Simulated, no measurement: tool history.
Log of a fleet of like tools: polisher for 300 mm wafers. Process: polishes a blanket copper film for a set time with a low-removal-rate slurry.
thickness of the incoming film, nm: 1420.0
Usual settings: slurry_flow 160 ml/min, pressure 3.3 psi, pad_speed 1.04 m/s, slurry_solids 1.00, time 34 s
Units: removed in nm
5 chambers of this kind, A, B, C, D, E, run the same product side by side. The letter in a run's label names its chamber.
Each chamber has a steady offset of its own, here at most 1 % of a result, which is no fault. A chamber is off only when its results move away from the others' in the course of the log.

run	day	slurry_flow	pressure	pad_speed	slurry_solids	time	removed
1D	0.108	160	3.3	1.04	1.00	34	106.720
# day 0.208: chamber E: slurry blender recalibrated
2B	0.275	160	3.3	1.04	1.00	34	106.570
3A	0.396	160	3.3	1.04	1.00	34	103.420
4E	0.579	160	3.3	1.04	1.00	34	107.850
# day 0.604: chamber B: slurry blender recalibrated
5C	0.733	160	3.3	1.04	1.00	34	105.650
6B	0.842	160	3.3	1.04	1.00	34	106.100
7A	0.979	160	3.3	1.04	1.00	34	104.450
8D	1.146	160	3.3	1.04	1.00	34	105.880
9C	1.338	160	3.3	1.04	1.00	34	105.890
# day 1.529: chamber C: head pressure recalibrated
10E	1.542	160	3.3	1.04	1.10	34	108.730
11B	1.638	160	3.3	1.04	1.10	34	104.500
# day 1.642: chamber A: worn pad replaced by a new one
# day 1.704: chamber D: worn pad replaced by a new one
12D	1.817	160	3.3	1.04	1.10	34	108.470
# day 1.942: chamber B: worn pad replaced by a new one
13E	2.004	160	3.3	1.04	1.10	34	109.160
14A	2.175	160	3.3	1.04	1.10	34	106.210
# day 2.238: chamber A: slurry blender recalibrated
15C	2.354	160	3.3	1.04	1.00	34	106.490
16C	2.533	160	3.3	1.04	1.00	34	105.180
17E	2.667	160	3.3	1.04	1.00	34	104.940
# day 2.675: chamber E: worn pad replaced by a new one
18D	2.871	160	3.3	1.04	1.00	34	104.750
19B	3.062	160	3.3	1.04	1.00	34	103.790
20A	3.221	160	3.3	1.04	1.00	34	105.260
21D	3.371	160	3.3	1.04	1.00	34	106.550
22A	3.479	125	3.3	1.04	1.00	34	101.270
23B	3.642	125	3.3	1.04	1.00	34	99.501
24C	3.792	125	3.3	1.04	1.00	34	99.239
# day 3.925: chamber E: slurry nozzle cleaned
# day 3.933: chamber E: slurry blender recalibrated
25E	3.962	125	3.3	1.04	1.00	34	101.220
26A	4.058	125	3.3	1.04	1.00	34	103.260
# day 4.092: chamber D: slurry blender recalibrated
27C	4.229	160	3.3	1.04	1.00	34	101.120
# day 4.400: chamber B: worn pad replaced by a new one
28B	4.438	160	3.3	1.04	1.00	34	105.910
29D	4.612	160	3.3	1.04	0.90	25	76.415
# day 4.758: chamber D: worn pad replaced by a new one
30E	4.788	160	3.3	1.04	0.90	25	73.734
31E	4.996	160	3.3	1.04	0.90	25	74.813
32D	5.158	160	3.3	1.04	0.90	25	75.721
33B	5.300	160	3.3	1.04	0.90	25	76.120
# day 5.329: chamber A: worn pad replaced by a new one
34C	5.446	160	3.3	1.04	1.00	34	100.620
35A	5.542	160	3.3	1.04	0.85	34	105.490
36D	5.696	160	3.3	1.04	0.85	34	104.080
37C	5.900	160	3.3	1.04	0.85	34	95.311
38A	6.062	160	3.3	1.04	0.85	34	101.860

All 5 chambers run these settings next. Forecast each chamber's results:
39A	6.217	160	4.0	1.04	1.00	34	?
39B	6.217	160	4.0	1.04	1.00	34	?
39C	6.217	160	4.0	1.04	1.00	34	?
39D	6.217	160	4.0	1.04	1.00	34	?
39E	6.217	160	4.0	1.04	1.00	34	?

run	removed
39A	125.570
39B	129.650
39C	114.870
39D	130.530
39E	133.770
